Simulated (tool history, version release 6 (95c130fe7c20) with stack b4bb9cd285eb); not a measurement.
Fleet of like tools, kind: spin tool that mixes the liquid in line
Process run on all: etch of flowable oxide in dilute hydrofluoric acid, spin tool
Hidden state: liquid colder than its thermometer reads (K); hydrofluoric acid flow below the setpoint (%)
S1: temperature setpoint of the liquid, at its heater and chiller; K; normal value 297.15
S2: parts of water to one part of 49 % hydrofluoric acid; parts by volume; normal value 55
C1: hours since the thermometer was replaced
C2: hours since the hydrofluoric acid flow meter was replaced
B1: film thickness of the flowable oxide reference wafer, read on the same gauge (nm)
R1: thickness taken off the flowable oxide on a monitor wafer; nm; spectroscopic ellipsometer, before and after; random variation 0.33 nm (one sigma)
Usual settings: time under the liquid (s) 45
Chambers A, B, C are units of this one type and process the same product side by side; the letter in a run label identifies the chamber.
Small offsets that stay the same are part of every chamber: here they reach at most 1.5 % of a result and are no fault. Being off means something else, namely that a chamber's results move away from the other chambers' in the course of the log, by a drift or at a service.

run 1C hour=4.4 | S1=297.15 S2=55 time_under_the_liquid_(s)=45 | C1=530.8 C2=397.4 | B1=30.006 | R1=52.792
run 2B hour=6.8 | S1=297.15 S2=55 time_under_the_liquid_(s)=45 | C1=455.8 C2=81.1 | B1=29.986 | R1=51.882
run 3A hour=9.9 | S1=297.15 S2=55 time_under_the_liquid_(s)=45 | C1=482.4 C2=36.8 | B1=30.032 | R1=52.017
run 4C hour=12.7 | S1=297.15 S2=55 time_under_the_liquid_(s)=45 | C1=539.1 C2=405.7 | B1=30.016 | R1=52.425
run 5A hour=16.9 | S1=297.15 S2=55 time_under_the_liquid_(s)=45 | C1=489.4 C2=43.8 | B1=30.041 | R1=52.014
run 6B hour=18.9 | S1=297.15 S2=55 time_under_the_liquid_(s)=65 | C1=467.9 C2=93.2 | B1=30.001 | R1=74.550
run 7A hour=21.0 | S1=297.15 S2=55 time_under_the_liquid_(s)=65 | C1=493.5 C2=47.9 | B1=30.031 | R1=74.867
run 8B hour=25.1 | S1=297.15 S2=55 time_under_the_liquid_(s)=65 | C1=474.1 C2=99.4 | B1=29.987 | R1=75.708
-- hour=26.9 chamber B: thermometer replaced
run 9C hour=29.3 | S1=297.15 S2=55 time_under_the_liquid_(s)=45 | C1=555.7 C2=422.3 | B1=29.983 | R1=52.650
run 10B hour=33.6 | S1=297.15 S2=55 time_under_the_liquid_(s)=45 | C1=6.7 C2=107.9 | B1=29.994 | R1=51.963
run 11A hour=36.6 | S1=297.15 S2=55 time_under_the_liquid_(s)=45 | C1=509.1 C2=63.5 | B1=30.006 | R1=51.767
run 12C hour=40.0 | S1=297.15 S2=55 time_under_the_liquid_(s)=45 | C1=566.4 C2=433.0 | B1=30.028 | R1=52.437
run 13A hour=42.1 | S1=297.15 S2=55 time_under_the_liquid_(s)=45 | C1=514.6 C2=69.0 | B1=30.039 | R1=52.391
run 14C hour=44.8 | S1=297.15 S2=55 time_under_the_liquid_(s)=45 | C1=571.2 C2=437.8 | B1=30.014 | R1=52.841
run 15B hour=49.0 | S1=297.15 S2=55 time_under_the_liquid_(s)=45 | C1=22.1 C2=123.3 | B1=30.022 | R1=51.338
run 16A hour=51.7 | S1=297.15 S2=55 time_under_the_liquid_(s)=45 | C1=524.2 C2=78.6 | B1=29.980 | R1=52.499
run 17B hour=55.8 | S1=297.15 S2=55 time_under_the_liquid_(s)=45 | C1=28.9 C2=130.1 | B1=29.973 | R1=51.590
run 18C hour=57.9 | S1=297.15 S2=55 time_under_the_liquid_(s)=45 | C1=584.3 C2=450.9 | B1=29.995 | R1=51.898
run 19B hour=60.8 | S1=297.15 S2=55 time_under_the_liquid_(s)=45 | C1=33.9 C2=135.1 | B1=30.002 | R1=51.664
run 20C hour=63.3 | S1=297.15 S2=55 time_under_the_liquid_(s)=45 | C1=589.7 C2=456.3 | B1=30.026 | R1=52.137
run 21A hour=66.7 | S1=297.15 S2=55 time_under_the_liquid_(s)=45 | C1=539.2 C2=93.6 | B1=29.990 | R1=52.623
run 22C hour=71.1 | S1=297.15 S2=55 time_under_the_liquid_(s)=45 | C1=597.5 C2=464.1 | B1=30.012 | R1=51.326
run 23B hour=73.6 | S1=297.15 S2=55 time_under_the_liquid_(s)=45 | C1=46.7 C2=147.9 | B1=29.986 | R1=51.674
run 24A hour=76.8 | S1=297.15 S2=55 time_under_the_liquid_(s)=45 | C1=549.3 C2=103.7 | B1=29.950 | R1=52.206
run 25B hour=81.0 | S1=297.15 S2=55 time_under_the_liquid_(s)=45 | C1=54.1 C2=155.3 | B1=29.999 | R1=51.625
run 26C hour=85.2 | S1=297.15 S2=55 time_under_the_liquid_(s)=45 | C1=611.6 C2=478.2 | B1=30.033 | R1=51.036
run 27A hour=89.5 | S1=297.15 S2=55 time_under_the_liquid_(s)=45 | C1=562.0 C2=116.4 | B1=30.013 | R1=52.280
run 28A hour=92.3 | S1=297.15 S2=55 time_under_the_liquid_(s)=45 | C1=564.8 C2=119.2 | B1=30.011 | R1=52.525
run 29B hour=96.3 | S1=297.15 S2=55 time_under_the_liquid_(s)=25 | C1=69.4 C2=170.6 | B1=30.029 | R1=28.729
run 30C hour=100.7 | S1=297.15 S2=55 time_under_the_liquid_(s)=25 | C1=627.1 C2=493.7 | B1=29.954 | R1=28.465
run 31B hour=104.0 | S1=297.15 S2=55 time_under_the_liquid_(s)=25 | C1=77.1 C2=178.3 | B1=29.997 | R1=28.698
run 32A hour=106.3 | S1=297.15 S2=55 time_under_the_liquid_(s)=45 | C1=578.8 C2=133.2 | B1=29.988 | R1=51.828
run 33C hour=110.3 | S1=297.15 S2=55 time_under_the_liquid_(s)=45 | C1=636.7 C2=503.3 | B1=30.037 | R1=51.138
run 34A hour=113.1 | S1=297.15 S2=55 time_under_the_liquid_(s)=45 | C1=585.6 C2=140.0 | B1=30.019 | R1=52.867
run 35C hour=115.0 | S1=297.15 S2=45 time_under_the_liquid_(s)=55 | C1=641.4 C2=508.0 | B1=30.009 | R1=76.466
run 36B hour=118.2 | S1=297.15 S2=45 time_under_the_liquid_(s)=55 | C1=91.3 C2=192.5 | B1=29.935 | R1=78.982
run 37A hour=121.2 | S1=297.15 S2=45 time_under_the_liquid_(s)=55 | C1=593.7 C2=148.1 | B1=30.069 | R1=79.271
run 38B hour=124.6 | S1=297.15 S2=55 time_under_the_liquid_(s)=45 | C1=97.7 C2=198.9 | B1=30.055 | R1=52.280
run 39C hour=126.9 | S1=297.15 S2=55 time_under_the_liquid_(s)=45 | C1=653.3 C2=519.9 | B1=30.019 | R1=49.867
run 40B hour=130.2 | S1=297.15 S2=55 time_under_the_liquid_(s)=45 | C1=103.3 C2=204.5 | B1=30.025 | R1=52.329
run 41C hour=133.1 | S1=297.15 S2=55 time_under_the_liquid_(s)=45 | C1=659.5 C2=526.1 | B1=30.009 | R1=50.460

Is one chamber out of step, is the gauge drifting, or do the chambers differ by no more than their own small offsets? For an off chamber, give its letter and the likeliest cause.

Chamber C drifts away from the others.
Most likely cause: liquid colder than its thermometer reads (K) = 1.23.
The log may not tell that from: hydrofluoric acid flow below the setpoint (%).

Here are 4 candidates for chamber C's next run, each the usual settings with a change, their results left as question marks. Which one brings its results back in line with what the others give on the usual settings?
In-line tolerance around the mean of the other chambers on the usual settings: R1 1.200 nm
run 42C-1 hour=136.3 | S1=298.15 S2=55 time_under_the_liquid_(s)=45 | R1=?
run 42C-2 hour=136.3 | S1=299.15 S2=55 time_under_the_liquid_(s)=45 | R1=?
run 42C-3 hour=136.3 | S1=296.15 S2=55 time_under_the_liquid_(s)=45 | R1=?
run 42C-4 hour=136.3 | S1=297.15 S2=60 time_under_the_liquid_(s)=45 | R1=?

Average result of the remaining chambers running the usual settings: R1 52.041 nm
run=42C-1 R1=51.947
run=42C-2 R1=54.116
run=42C-3 R1=47.839
run=42C-4 R1=45.397
42C-1 brings the chamber back in line.

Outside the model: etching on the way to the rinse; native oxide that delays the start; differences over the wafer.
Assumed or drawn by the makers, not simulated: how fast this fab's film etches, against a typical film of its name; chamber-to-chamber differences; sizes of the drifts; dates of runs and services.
